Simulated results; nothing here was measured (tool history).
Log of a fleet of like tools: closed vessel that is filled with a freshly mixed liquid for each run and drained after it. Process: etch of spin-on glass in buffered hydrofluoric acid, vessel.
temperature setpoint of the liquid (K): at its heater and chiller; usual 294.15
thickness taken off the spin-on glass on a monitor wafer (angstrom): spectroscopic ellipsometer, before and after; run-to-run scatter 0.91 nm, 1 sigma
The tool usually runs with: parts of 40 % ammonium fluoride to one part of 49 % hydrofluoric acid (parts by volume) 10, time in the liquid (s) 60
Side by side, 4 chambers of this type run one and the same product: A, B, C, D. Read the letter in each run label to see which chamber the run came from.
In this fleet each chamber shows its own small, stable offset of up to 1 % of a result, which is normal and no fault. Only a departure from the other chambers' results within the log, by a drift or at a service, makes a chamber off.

| run | hour | temperature setpoint of the liquid (K) | parts of 40 % ammonium fluoride to one part of 49 % hydrofluoric acid (parts by volume) | time in the liquid (s) | read-back film thickness of the spin-on glass reference wafer, read on the same gauge (nm) | thickness taken off the spin-on glass on a monitor wafer (angstrom) |
|---|---|---|---|---|---|---|
| 1A | 8.3 | 294.15 | 10 | 60 | 59.993 | 1523.8 |
| 2C | 20 | 294.15 | 10 | 60 | 59.997 | 1536.2 |
| 3B | 27.7 | 294.15 | 10 | 60 | 60.011 | 1493.1 |
| 4D | 43.4 | 294.15 | 10 | 60 | 60.007 | 1527.1 |
|  | 46.7 | chamber B: hydrofluoric acid flow meter replaced |
| 5D | 50.8 | 294.15 | 10 | 60 | 60.023 | 1515.4 |
| 6B | 58 | 294.15 | 10 | 60 | 59.998 | 1500.6 |
| 7C | 66.2 | 294.15 | 10 | 60 | 60.014 | 1513.7 |
| 8A | 78.4 | 294.15 | 10 | 60 | 60.001 | 1510.5 |
|  | 85.4 | chamber C: hydrofluoric acid flow meter replaced |
| 9A | 90.9 | 299.15 | 12.5 | 60 | 59.998 | 1609.7 |
| 10C | 101.7 | 299.15 | 12.5 | 60 | 59.989 | 1617.5 |
| 11D | 116.8 | 299.15 | 12.5 | 60 | 60.013 | 1594.1 |
| 12B | 128.8 | 299.15 | 12.5 | 60 | 60.018 | 1551.2 |
| 13C | 138.3 | 294.15 | 10 | 60 | 59.978 | 1538.6 |
| 14A | 145.7 | 294.15 | 10 | 60 | 59.992 | 1516.4 |
| 15D | 159.7 | 294.15 | 10 | 60 | 59.987 | 1520.2 |
| 16B | 173.8 | 294.15 | 10 | 60 | 59.977 | 1480.8 |
| 17A | 183.4 | 294.15 | 10 | 60 | 59.998 | 1510.6 |
| 18C | 194.6 | 294.15 | 10 | 60 | 59.961 | 1578.2 |
| 19B | 203.7 | 294.15 | 10 | 60 | 59.984 | 1506 |
| 20D | 211.3 | 294.15 | 10 | 60 | 60.019 | 1525.4 |
|  | 212.1 | chamber D: hydrofluoric acid flow meter replaced |
| 21C | 221 | 294.15 | 10 | 60 | 59.993 | 1570 |
| 22B | 229.8 | 294.15 | 10 | 60 | 59.989 | 1489.7 |
| 23A | 237.5 | 294.15 | 10 | 60 | 59.998 | 1512.2 |
| 24D | 247.7 | 294.15 | 10 | 60 | 60 | 1516.4 |
| 25D | 259 | 299.15 | 10 | 85 | 60.018 | 2792.5 |
| 26C | 274.1 | 299.15 | 10 | 85 | 60.001 | 2991.7 |
| 27A | 286.4 | 299.15 | 10 | 85 | 59.986 | 2838.4 |
| 28B | 295.6 | 299.15 | 10 | 85 | 59.995 | 2791.1 |
| 29A | 303 | 294.15 | 10 | 60 | 59.991 | 1512.2 |
| 30B | 310.9 | 294.15 | 10 | 60 | 59.999 | 1503.8 |

For the next run the whole fleet of 4 chambers uses the same settings. Give each chamber's results:
| 31A | 322.5 | 294.15 | 10 | 60 |  | ? |
| 31B | 322.5 | 294.15 | 10 | 60 |  | ? |
| 31C | 322.5 | 294.15 | 10 | 60 |  | ? |
| 31D | 322.5 | 294.15 | 10 | 60 |  | ? |

| run | thickness taken off the spin-on glass on a monitor wafer (angstrom) |
|---|---|
| 31A | 1522.8 |
| 31B | 1499.8 |
| 31C | 1624.8 |
| 31D | 1517.2 |
